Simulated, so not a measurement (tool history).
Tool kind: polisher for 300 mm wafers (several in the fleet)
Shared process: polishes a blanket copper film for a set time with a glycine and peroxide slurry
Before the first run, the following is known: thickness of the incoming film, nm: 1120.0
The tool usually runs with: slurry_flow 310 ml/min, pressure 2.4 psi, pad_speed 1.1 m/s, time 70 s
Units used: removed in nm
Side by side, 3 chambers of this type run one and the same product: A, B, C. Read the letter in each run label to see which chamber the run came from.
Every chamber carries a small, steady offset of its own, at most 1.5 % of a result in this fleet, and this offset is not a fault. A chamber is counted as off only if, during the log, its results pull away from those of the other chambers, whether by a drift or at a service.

{"run": "1A", "hour": 9.4, "slurry_flow": 310, "pressure": 2.4, "pad_speed": 1.1, "time": 70, "removed": 354.64}
{"hour": 13.4, "done": "chamber C: head pressure recalibrated"}
{"run": "2C", "hour": 16.0, "slurry_flow": 310, "pressure": 2.4, "pad_speed": 1.1, "time": 70, "removed": 349.37}
{"hour": 20.1, "done": "chamber C: worn pad replaced by a new one"}
{"hour": 21.9, "done": "chamber C: slurry nozzle cleaned"}
{"run": "3B", "hour": 26.0, "slurry_flow": 310, "pressure": 2.4, "pad_speed": 1.1, "time": 70, "removed": 366.66}
{"hour": 31.8, "done": "chamber A: slurry nozzle cleaned"}
{"run": "4C", "hour": 32.9, "slurry_flow": 310, "pressure": 2.4, "pad_speed": 1.1, "time": 70, "removed": 354.14}
{"run": "5B", "hour": 42.6, "slurry_flow": 310, "pressure": 2.4, "pad_speed": 1.1, "time": 70, "removed": 363.01}
{"hour": 45.0, "done": "chamber A: worn pad replaced by a new one"}
{"run": "6A", "hour": 47.5, "slurry_flow": 310, "pressure": 2.4, "pad_speed": 1.1, "time": 70, "removed": 361.15}
{"run": "7B", "hour": 52.5, "slurry_flow": 310, "pressure": 2.4, "pad_speed": 1.1, "time": 70, "removed": 367.8}
{"run": "8A", "hour": 62.4, "slurry_flow": 310, "pressure": 2.4, "pad_speed": 1.1, "time": 70, "removed": 357.5}
{"hour": 70.3, "done": "chamber C: worn pad replaced by a new one"}
{"run": "9C", "hour": 72.5, "slurry_flow": 310, "pressure": 2.4, "pad_speed": 1.1, "time": 70, "removed": 360.73}
{"run": "10B", "hour": 81.1, "slurry_flow": 310, "pressure": 2.4, "pad_speed": 1.1, "time": 70, "removed": 361.12}
{"run": "11C", "hour": 88.7, "slurry_flow": 310, "pressure": 2.4, "pad_speed": 1.1, "time": 70, "removed": 350.01}
{"run": "12A", "hour": 98.6, "slurry_flow": 310, "pressure": 2.4, "pad_speed": 1.1, "time": 70, "removed": 357.3}
{"run": "13C", "hour": 103.3, "slurry_flow": 310, "pressure": 2.4, "pad_speed": 1.1, "time": 70, "removed": 343.79}
{"run": "14A", "hour": 112.0, "slurry_flow": 310, "pressure": 2.4, "pad_speed": 1.1, "time": 70, "removed": 356.55}
{"run": "15B", "hour": 118.7, "slurry_flow": 310, "pressure": 2.4, "pad_speed": 1.1, "time": 70, "removed": 350.61}
{"run": "16B", "hour": 125.4, "slurry_flow": 310, "pressure": 2.4, "pad_speed": 1.1, "time": 70, "removed": 343.76}
{"hour": 126.2, "done": "chamber C: worn pad replaced by a new one"}
{"run": "17C", "hour": 131.3, "slurry_flow": 310, "pressure": 2.4, "pad_speed": 1.1, "time": 70, "removed": 355.88}
{"run": "18A", "hour": 140.6, "slurry_flow": 310, "pressure": 2.4, "pad_speed": 1.1, "time": 70, "removed": 350.52}
{"run": "19B", "hour": 150.3, "slurry_flow": 310, "pressure": 2.4, "pad_speed": 1.1, "time": 70, "removed": 333.93}
{"run": "20C", "hour": 159.8, "slurry_flow": 310, "pressure": 2.4, "pad_speed": 1.1, "time": 70, "removed": 354.28}
{"run": "21A", "hour": 166.7, "slurry_flow": 310, "pressure": 2.4, "pad_speed": 1.1, "time": 70, "removed": 355.16}
{"run": "22C", "hour": 177.1, "slurry_flow": 310, "pressure": 2.4, "pad_speed": 1.1, "time": 70, "removed": 356.01}

The same settings go to every chamber for the next run, one line per chamber below. Forecast the results for each:
{"run": "23A", "hour": 184.7, "slurry_flow": 310, "pressure": 2.4, "pad_speed": 1.1, "time": 86, "removed": "?"}
{"run": "23B", "hour": 184.7, "slurry_flow": 310, "pressure": 2.4, "pad_speed": 1.1, "time": 86, "removed": "?"}
{"run": "23C", "hour": 184.7, "slurry_flow": 310, "pressure": 2.4, "pad_speed": 1.1, "time": 86, "removed": "?"}

run=23A removed=430.09
run=23B removed=390.56
run=23C removed=430.57
